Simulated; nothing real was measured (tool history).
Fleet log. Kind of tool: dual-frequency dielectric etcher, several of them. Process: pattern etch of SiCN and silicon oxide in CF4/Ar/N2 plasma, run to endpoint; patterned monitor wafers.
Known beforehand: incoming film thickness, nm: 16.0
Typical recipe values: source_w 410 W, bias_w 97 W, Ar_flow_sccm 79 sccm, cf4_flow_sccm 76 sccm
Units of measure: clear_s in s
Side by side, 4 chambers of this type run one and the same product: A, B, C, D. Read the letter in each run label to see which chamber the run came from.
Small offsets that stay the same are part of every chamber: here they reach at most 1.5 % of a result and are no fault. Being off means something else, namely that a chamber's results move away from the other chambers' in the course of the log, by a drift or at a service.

run	hour	source_w	bias_w	Ar_flow_sccm	cf4_flow_sccm	clear_s
1C	6.6	410	97	79	76	17.465
2A	16.6	410	97	79	76	17.316
3D	24.7	410	97	79	76	17.253
4B	32.8	410	97	79	76	17.683
5A	39.4	410	97	79	76	17.241
6D	49.5	410	97	79	76	17.274
7C	57.7	410	97	79	76	17.452
8B	66.4	410	97	79	76	17.670
9B	71.0	410	97	79	76	17.659
10D	79.1	410	97	79	76	17.354
11C	87.6	500	97	79	76	14.706
12A	93.3	500	97	79	76	14.519
# hour 94.0: chamber B: wet clean of the chamber
13D	98.7	500	97	79	76	14.499
14A	103.4	500	97	79	76	14.505
15C	110.6	410	77	79	82	18.659
16B	117.7	410	77	79	82	18.862
17D	125.5	410	77	79	82	18.436
18A	131.9	410	77	79	82	18.525
19B	142.0	410	97	79	76	17.685
20C	147.0	410	97	79	76	17.460
21B	154.7	410	97	79	76	17.637
# hour 155.7: chamber D: wet clean of the chamber
# hour 161.0: chamber C: wet clean of the chamber
22C	163.0	410	97	79	76	17.474
23A	172.0	410	97	79	76	17.331
24D	182.0	410	97	79	76	16.801
25D	190.2	410	97	79	76	16.912
26A	197.9	410	97	79	76	17.251
27C	203.7	410	97	79	76	17.408
28B	208.2	410	97	79	76	17.711
29C	216.3	490	97	65	76	14.562
30B	223.3	490	97	65	76	14.715
31A	233.4	490	97	65	76	14.380
32D	243.5	490	97	65	76	14.112
33D	251.0	410	97	79	76	16.911
34C	255.5	410	97	79	76	17.469
35A	263.0	410	97	79	76	17.241
36B	272.4	410	97	79	76	17.695
37D	279.7	410	97	79	76	16.808
38A	286.3	410	97	79	76	17.294

What goes on in this fleet: one chamber off, a drifting gauge, or nothing beyond the chambers' own small offsets? Name the chamber and the cause, if any.

A service on chamber D put it out of line with the rest.
Most likely cause: etch rate over this chamber's usual, % = 2.28.

Which of the 4 candidates below, each the usual settings with something changed and its results left as question marks, puts chamber D back in line with what the other chambers give on the usual settings?
In line means no further than this from the other chambers' mean on the usual settings: clear_s 0.230 s
39D-1	293.6	410	97	103	76	?
39D-2	293.6	410	82	83	72	?
39D-3	293.6	410	97	67	87	?
39D-4	293.6	440	97	78	77	?

Usual-settings mean across the other chambers: clear_s 17.477 s
run	clear_s
39D-1	17.389
39D-2	18.033
39D-3	16.260
39D-4	15.758
39D-1 puts the chamber back in line with the other chambers.
